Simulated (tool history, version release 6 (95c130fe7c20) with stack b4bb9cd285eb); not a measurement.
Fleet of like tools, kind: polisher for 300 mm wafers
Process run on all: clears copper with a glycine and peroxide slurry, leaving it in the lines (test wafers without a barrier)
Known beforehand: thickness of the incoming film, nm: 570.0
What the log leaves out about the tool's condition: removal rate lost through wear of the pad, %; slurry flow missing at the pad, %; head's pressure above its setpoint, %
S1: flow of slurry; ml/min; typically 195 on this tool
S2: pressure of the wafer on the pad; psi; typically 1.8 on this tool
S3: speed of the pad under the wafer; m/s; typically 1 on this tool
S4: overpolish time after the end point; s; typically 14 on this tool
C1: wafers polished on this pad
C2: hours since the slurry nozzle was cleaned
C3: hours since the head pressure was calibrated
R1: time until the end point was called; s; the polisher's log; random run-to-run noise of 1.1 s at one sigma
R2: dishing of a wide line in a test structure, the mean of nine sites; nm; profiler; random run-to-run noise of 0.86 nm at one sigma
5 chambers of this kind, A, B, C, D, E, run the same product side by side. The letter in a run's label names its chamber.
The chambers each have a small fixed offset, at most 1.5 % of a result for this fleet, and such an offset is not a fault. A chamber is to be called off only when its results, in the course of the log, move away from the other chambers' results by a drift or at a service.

Run 1D, hour 5.2: usual settings; C1 259; C2 623.2; C3 343.5. Result: R1 130.91 s, R2 36.638 nm.
At hour 5.9: chamber B: worn pad replaced by a new one.
Run 2A, hour 9.9: usual settings; C1 1096; C2 208.1; C3 424.1. Result: R1 129.53 s, R2 35.032 nm.
At hour 14.1: chamber C: slurry nozzle cleaned.
At hour 15.4: chamber B: slurry nozzle cleaned.
Run 3C, hour 15.8: usual settings; C1 363; C2 1.7; C3 335.8. Result: R1 127.18 s, R2 35.113 nm.
Run 4B, hour 18.9: usual settings; C1 95; C2 3.6; C3 553.3. Result: R1 127.58 s, R2 35.527 nm.
Run 5E, hour 23.3: usual settings; C1 546; C2 228.5; C3 452. Result: R1 129.77 s, R2 37.671 nm.
Run 6B, hour 28: usual settings; C1 161; C2 12.7; C3 562.4. Result: R1 129.27 s, R2 37.155 nm.
At hour 31.7: chamber A: worn pad replaced by a new one.
Run 7A, hour 32.2: usual settings; C1 3; C2 230.4; C3 446.4. Result: R1 128.94 s, R2 36.087 nm.
Run 8D, hour 36.2: usual settings; C1 484; C2 654.2; C3 374.5. Result: R1 129.63 s, R2 35.325 nm.
Run 9E, hour 39.7: usual settings; C1 665; C2 244.9; C3 468.4. Result: R1 127.32 s, R2 37.334 nm.
Run 10C, hour 44.3: usual settings; C1 571; C2 30.2; C3 364.3. Result: R1 129.24 s, R2 36.657 nm.
At hour 48.5: chamber D: worn pad replaced by a new one.
Run 11A, hour 50.9: usual settings; C1 139; C2 249.1; C3 465.1. Result: R1 130.54 s, R2 35.007 nm.
Run 12C, hour 57.5: usual settings but S2 1.3 psi, S3 1.18 m/s; C1 666; C2 43.4; C3 377.5. Result: R1 144.34 s, R2 33.556 nm.
Run 13E, hour 60.8: usual settings but S2 1.3 psi, S3 1.18 m/s; C1 818; C2 266; C3 489.5. Result: R1 147.51 s, R2 33.041 nm.
At hour 63.3: chamber B: head pressure recalibrated.
Run 14D, hour 64.6: usual settings but S2 1.3 psi, S3 1.18 m/s; C1 117; C2 682.6; C3 402.9. Result: R1 144.62 s, R2 32.999 nm.
Run 15B, hour 69.9: usual settings but S2 1.3 psi, S3 1.18 m/s; C1 465; C2 54.6; C3 6.7. Result: R1 143.37 s, R2 32.77 nm.
Run 16C, hour 75.3: usual settings but S2 1.3 psi, S3 1.18 m/s; C1 796; C2 61.2; C3 395.3. Result: R1 144.91 s, R2 30.464 nm.
Run 17A, hour 78.8: usual settings; C1 342; C2 277; C3 493. Result: R1 131.14 s, R2 35.874 nm.
Run 18E, hour 83.2: usual settings; C1 981; C2 288.4; C3 511.9. Result: R1 130.39 s, R2 36.361 nm.
Run 19D, hour 86.8: usual settings but S3 1.14 m/s, S4 17 s; C1 278; C2 704.8; C3 425.1. Result: R1 116.46 s, R2 42.044 nm.
Run 20B, hour 91.6: usual settings but S3 1.14 m/s, S4 17 s; C1 623; C2 76.3; C3 28.4. Result: R1 117.19 s, R2 43.656 nm.
Run 21D, hour 98: usual settings but S3 1.14 m/s, S4 17 s; C1 360; C2 716; C3 436.3. Result: R1 117.22 s, R2 43.637 nm.
Run 22A, hour 102.3: usual settings but S3 1.14 m/s, S4 17 s; C1 513; C2 300.5; C3 516.5. Result: R1 117.38 s, R2 43.84 nm.
Run 23B, hour 105.7: usual settings but S3 1.14 m/s, S4 17 s; C1 725; C2 90.4; C3 42.5. Result: R1 116.78 s, R2 43.2 nm.
Run 24E, hour 110: usual settings; C1 1176; C2 315.2; C3 538.7. Result: R1 136.91 s, R2 36.179 nm.
Run 25C, hour 115.2: usual settings; C1 1086; C2 101.1; C3 435.2. Result: R1 128.7 s, R2 36.245 nm.
Run 26E, hour 118.6: usual settings; C1 1238; C2 323.8; C3 547.3. Result: R1 136.41 s, R2 34.404 nm.
Run 27B, hour 124.1: usual settings; C1 859; C2 108.8; C3 60.9. Result: R1 129.1 s, R2 35.653 nm.
Run 28C, hour 129.5: usual settings; C1 1190; C2 115.4; C3 449.5. Result: R1 128.31 s, R2 34.988 nm.
At hour 133.7: chamber B: worn pad replaced by a new one.
Run 29A, hour 134.2: usual settings; C1 745; C2 332.4; C3 548.4. Result: R1 128.7 s, R2 36.728 nm.
At hour 137.3: chamber D: worn pad replaced by a new one.
Run 30D, hour 138.4: usual settings; C1 8; C2 756.4; C3 476.7. Result: R1 129.13 s, R2 36.955 nm.
Run 31D, hour 142: usual settings; C1 34; C2 760; C3 480.3. Result: R1 131.39 s, R2 35.109 nm.
Run 32C, hour 147.2: usual settings; C1 1318; C2 133.1; C3 467.2. Result: R1 128.78 s, R2 37.26 nm.
Run 33E, hour 151.1: usual settings; C1 1474; C2 356.3; C3 579.8. Result: R1 141.89 s, R2 33.661 nm.
At hour 151.3: chamber E: head pressure recalibrated.
At hour 152.6: chamber E: slurry nozzle cleaned.
Run 34B, hour 155: usual settings; C1 154; C2 139.7; C3 91.8. Result: R1 129.5 s, R2 35.677 nm.
Run 35A, hour 160.3: usual settings but S4 11 s; C1 934; C2 358.5; C3 574.5. Result: R1 129.92 s, R2 29.508 nm.
Run 36B, hour 164.1: usual settings but S4 11 s; C1 221; C2 148.8; C3 100.9. Result: R1 129.34 s, R2 28.983 nm.
At hour 164.8: chamber C: worn pad replaced by a new one.
Run 37D, hour 168.8: usual settings but S4 11 s; C1 229; C2 786.8; C3 507.1. Result: R1 129.21 s, R2 29.102 nm.
Run 38C, hour 172.1: usual settings but S4 11 s; C1 53; C2 158; C3 492.1. Result: R1 129.93 s, R2 29.948 nm.
Run 39A, hour 175.9: usual settings but S4 11 s; C1 1048; C2 374.1; C3 590.1. Result: R1 130.03 s, R2 30.313 nm.
Run 40E, hour 179.1: usual settings; C1 1678; C2 26.6; C3 27.9. Result: R1 144.09 s, R2 34.377 nm.
Run 41E, hour 184.8: usual settings; C1 1719; C2 32.3; C3 33.6. Result: R1 143.38 s, R2 33.335 nm.
Run 42A, hour 189.8: usual settings; C1 1149; C2 388; C3 604. Result: R1 129.98 s, R2 35.928 nm.
Run 43C, hour 195: usual settings; C1 219; C2 180.9; C3 515. Result: R1 129.3 s, R2 37.197 nm.
Run 44B, hour 198.3: usual settings; C1 469; C2 183; C3 135.1. Result: R1 128.34 s, R2 34.57 nm.

All 5 chambers run these settings next. Forecast each chamber's results:
Run 45A, hour 203.1: usual settings but S4 17 s. Result: R1 ?, R2 ?.
Run 45B, hour 203.1: usual settings but S4 17 s. Result: R1 ?, R2 ?.
Run 45C, hour 203.1: usual settings but S4 17 s. Result: R1 ?, R2 ?.
Run 45D, hour 203.1: usual settings but S4 17 s. Result: R1 ?, R2 ?.
Run 45E, hour 203.1: usual settings but S4 17 s. Result: R1 ?, R2 ?.

run      R1      R2
45A   129.3  39.355
45B  130.48  40.412
45C  129.65  42.059
45D  131.09  37.922
45E  144.69  37.664

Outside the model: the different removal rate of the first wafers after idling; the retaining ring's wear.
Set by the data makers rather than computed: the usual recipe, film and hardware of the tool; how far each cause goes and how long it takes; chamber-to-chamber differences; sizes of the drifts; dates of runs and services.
